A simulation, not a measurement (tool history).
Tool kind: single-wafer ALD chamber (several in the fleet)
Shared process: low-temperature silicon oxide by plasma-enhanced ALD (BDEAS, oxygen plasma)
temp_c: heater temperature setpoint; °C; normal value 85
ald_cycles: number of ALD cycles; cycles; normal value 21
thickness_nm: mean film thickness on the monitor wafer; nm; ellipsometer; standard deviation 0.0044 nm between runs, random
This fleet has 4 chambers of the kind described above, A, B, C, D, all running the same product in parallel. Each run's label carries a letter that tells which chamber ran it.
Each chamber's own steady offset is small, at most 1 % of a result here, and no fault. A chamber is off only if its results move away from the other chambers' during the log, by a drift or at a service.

run   hour  temp_c  ald_cycles  read-back reference wafer on the same gauge, thickness_nm  thickness_nm
 1D    9.3      85          21                                                     3.1500        3.1845
      10.2  -- chamber D: thermocouple changed; heater temperature recalibrated
 2A   15.4      85          21                                                     3.1493        3.1479
 3B   21.4      85          21                                                     3.1479        3.1593
 4C   28.9      85          21                                                     3.1486        3.1746
 5C   35.1      85          21                                                     3.1486        3.1831
 6A   39.5      85          21                                                     3.1478        3.1441
 7D   48.1      85          21                                                     3.1478        3.1786
 8B   55.7      96          21                                                     3.1470        3.0326
 9D   60.8      96          21                                                     3.1460        3.0568
10C   65.1      96          21                                                     3.1461        3.0526
11B   70.0      96          21                                                     3.1452        3.0305
12A   75.8      85          21                                                     3.1454        3.1438
13D   85.4      85          21                                                     3.1454        3.1740
14C   93.0      90          21                                                     3.1442        3.1238
15B  101.5      90          21                                                     3.1432        3.0949
16A  111.0      90          21                                                     3.1435        3.0923
17D  118.1      90          21                                                     3.1444        3.1209
18A  122.9      85          21                                                     3.1433        3.1393
19C  131.4      85          21                                                     3.1418        3.1753
20B  140.0      77          24                                                     3.1407        3.6981
21A  145.4      77          24                                                     3.1427        3.6909
22B  154.5      77          24                                                     3.1406        3.6919
23D  163.1      77          24                                                     3.1404        3.7272
24C  167.6      85          21                                                     3.1414        3.1695
25B  172.4      96          23                                                     3.1403        3.3129
26A  181.5      96          23                                                     3.1382        3.2960
27D  189.3      96          23                                                     3.1386        3.3426
28C  198.0      96          23                                                     3.1387        3.3347
29C  207.3      85          21                                                     3.1381        3.1638
30A  214.2      85          21                                                     3.1379        3.1439
31B  219.7      85          21                                                     3.1387        3.1439
32D  228.5      85          21                                                     3.1369        3.1666
33A  234.9      85          21                                                     3.1371        3.1311
34C  242.5      85          21                                                     3.1361        3.1624
35D  251.5      85          21                                                     3.1364        3.1722
36B  256.9      85          21                                                     3.1352        3.1472
37B  263.2      85          21                                                     3.1354        3.1378
38A  268.5      79          21                                                     3.1347        3.1887
39D  277.2      79          21                                                     3.1354        3.2289
40C  284.7      79          21                                                     3.1342        3.2184
41B  291.0      79          21                                                     3.1342        3.1929
42A  295.9      85          21                                                     3.1331        3.1329
43C  300.2      85          21                                                     3.1334        3.1573
44D  307.4      85          21                                                     3.1314        3.1638

For the next run the whole fleet of 4 chambers uses the same settings. Give each chamber's results:
45A  314.4      85          21                                                                        ?
45B  314.4      85          21                                                                        ?
45C  314.4      85          21                                                                        ?
45D  314.4      85          21                                                                        ?

run  thickness_nm
45A        3.1368
45B        3.1401
45C        3.1575
45D        3.1709
